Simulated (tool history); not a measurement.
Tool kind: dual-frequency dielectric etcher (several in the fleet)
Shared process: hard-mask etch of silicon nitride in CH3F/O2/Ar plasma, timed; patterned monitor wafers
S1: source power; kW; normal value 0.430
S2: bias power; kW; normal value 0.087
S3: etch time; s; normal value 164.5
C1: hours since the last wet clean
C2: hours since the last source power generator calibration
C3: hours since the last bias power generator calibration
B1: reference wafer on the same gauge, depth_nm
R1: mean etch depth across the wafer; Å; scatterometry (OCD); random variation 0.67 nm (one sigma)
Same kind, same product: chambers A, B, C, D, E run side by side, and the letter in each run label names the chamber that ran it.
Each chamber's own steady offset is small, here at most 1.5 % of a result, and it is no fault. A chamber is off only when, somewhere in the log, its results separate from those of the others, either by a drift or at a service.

| run | hour | S1 | S2 | S3 | C1 | C2 | C3 | B1 | R1 |
|---|---|---|---|---|---|---|---|---|---|
| 1D | 6.2 | 0.430 | 0.087 | 164.5 | 33.5 | 1214.9 | 374.0 | 145.11 | 1258.70 |
| 2C | 12.8 | 0.430 | 0.087 | 164.5 | 72.6 | 114.7 | 415.6 | 145.07 | 1271.30 |
| 3A | 17.9 | 0.430 | 0.087 | 164.5 | 276.9 | 1704.7 | 80.8 | 144.95 | 1290.90 |
| 4E | 23.5 | 0.430 | 0.087 | 164.5 | 488.9 | 424.7 | 1093.9 | 144.97 | 1264.50 |
| 5B | 29.2 | 0.430 | 0.098 | 164.5 | 470.7 | 2263.9 | 2975.3 | 145.01 | 1334.20 |
| 6A | 34.4 | 0.430 | 0.098 | 164.5 | 293.4 | 1721.2 | 97.3 | 145.01 | 1334.80 |
| 7C | 40.1 | 0.430 | 0.098 | 164.5 | 99.9 | 142.0 | 442.9 | 144.72 | 1331.90 |
| 8E | 44.0 | 0.430 | 0.098 | 164.5 | 509.4 | 445.2 | 1114.4 | 144.92 | 1321.20 |
| 9B | 49.0 | 0.430 | 0.098 | 164.5 | 490.5 | 2283.7 | 2995.1 | 144.98 | 1319.80 |
|  | 50.3 | chamber B: wet clean of the chamber |
| 10D | 53.9 | 0.430 | 0.087 | 164.5 | 81.2 | 1262.6 | 421.7 | 145.01 | 1267.40 |
| 11B | 61.0 | 0.430 | 0.087 | 164.5 | 10.7 | 2295.7 | 3007.1 | 144.96 | 1266.00 |
| 12E | 68.7 | 0.460 | 0.078 | 164.5 | 534.1 | 469.9 | 1139.1 | 144.87 | 1246.30 |
| 13A | 75.0 | 0.460 | 0.078 | 164.5 | 334.0 | 1761.8 | 137.9 | 145.05 | 1269.40 |
| 14C | 82.9 | 0.460 | 0.078 | 164.5 | 142.7 | 184.8 | 485.7 | 145.00 | 1258.30 |
| 15D | 88.8 | 0.460 | 0.078 | 164.5 | 116.1 | 1297.5 | 456.6 | 144.84 | 1246.80 |
| 16C | 93.3 | 0.460 | 0.078 | 164.5 | 153.1 | 195.2 | 496.1 | 144.98 | 1252.00 |
| 17D | 100.2 | 0.430 | 0.087 | 164.5 | 127.5 | 1308.9 | 468.0 | 145.08 | 1260.90 |
| 18E | 108.4 | 0.430 | 0.087 | 164.5 | 573.8 | 509.6 | 1178.8 | 144.93 | 1259.20 |
| 19A | 113.3 | 0.430 | 0.087 | 164.5 | 372.3 | 1800.1 | 176.2 | 145.03 | 1279.30 |
| 20B | 119.3 | 0.430 | 0.087 | 164.5 | 69.0 | 2354.0 | 3065.4 | 145.03 | 1278.20 |
|  | 121.8 | chamber E: wet clean of the chamber |
| 21C | 127.5 | 0.430 | 0.087 | 164.5 | 187.3 | 229.4 | 530.3 | 144.89 | 1269.50 |
| 22A | 132.0 | 0.490 | 0.087 | 164.5 | 391.0 | 1818.8 | 194.9 | 144.93 | 1346.20 |
| 23B | 136.4 | 0.490 | 0.087 | 164.5 | 86.1 | 2371.1 | 3082.5 | 145.05 | 1339.20 |
| 24E | 140.0 | 0.490 | 0.087 | 164.5 | 18.2 | 541.2 | 1210.4 | 145.09 | 1324.00 |
| 25D | 146.0 | 0.490 | 0.087 | 164.5 | 173.3 | 1354.7 | 513.8 | 144.93 | 1334.00 |
| 26D | 154.2 | 0.490 | 0.087 | 164.5 | 181.5 | 1362.9 | 522.0 | 145.09 | 1322.70 |
| 27E | 161.3 | 0.430 | 0.077 | 164.5 | 39.5 | 562.5 | 1231.7 | 145.22 | 1213.10 |
| 28B | 166.0 | 0.430 | 0.077 | 164.5 | 115.7 | 2400.7 | 3112.1 | 145.03 | 1215.10 |
| 29C | 170.0 | 0.430 | 0.077 | 164.5 | 229.8 | 271.9 | 572.8 | 144.83 | 1216.80 |
| 30A | 176.5 | 0.430 | 0.077 | 164.5 | 435.5 | 1863.3 | 239.4 | 144.79 | 1227.30 |
|  | 178.7 | chamber A: wet clean of the chamber |
| 31D | 182.0 | 0.430 | 0.077 | 164.5 | 209.3 | 1390.7 | 549.8 | 145.04 | 1218.30 |
| 32B | 187.9 | 0.430 | 0.087 | 164.5 | 137.6 | 2422.6 | 3134.0 | 144.92 | 1277.50 |
| 33C | 196.1 | 0.430 | 0.087 | 164.5 | 255.9 | 298.0 | 598.9 | 145.14 | 1258.60 |
| 34E | 200.4 | 0.430 | 0.087 | 116.5 | 78.6 | 601.6 | 1270.8 | 144.94 | 894.37 |
| 35A | 206.9 | 0.430 | 0.087 | 116.5 | 28.3 | 1893.7 | 269.8 | 145.06 | 904.56 |
| 36B | 214.8 | 0.430 | 0.087 | 116.5 | 164.5 | 2449.5 | 3160.9 | 144.93 | 905.47 |
| 37A | 218.8 | 0.430 | 0.087 | 116.5 | 40.2 | 1905.6 | 281.7 | 145.10 | 905.01 |
| 38D | 223.2 | 0.430 | 0.087 | 116.5 | 250.5 | 1431.9 | 591.0 | 145.15 | 892.23 |

Next, every chamber runs the same settings. What will each give?
| 39A | 229.1 | 0.490 | 0.087 | 164.5 |  |  |  |  | ? |
| 39B | 229.1 | 0.490 | 0.087 | 164.5 |  |  |  |  | ? |
| 39C | 229.1 | 0.490 | 0.087 | 164.5 |  |  |  |  | ? |
| 39D | 229.1 | 0.490 | 0.087 | 164.5 |  |  |  |  | ? |
| 39E | 229.1 | 0.490 | 0.087 | 164.5 |  |  |  |  | ? |

| run | R1 |
|---|---|
| 39A | 1337.90 |
| 39B | 1339.70 |
| 39C | 1345.70 |
| 39D | 1323.60 |
| 39E | 1333.10 |
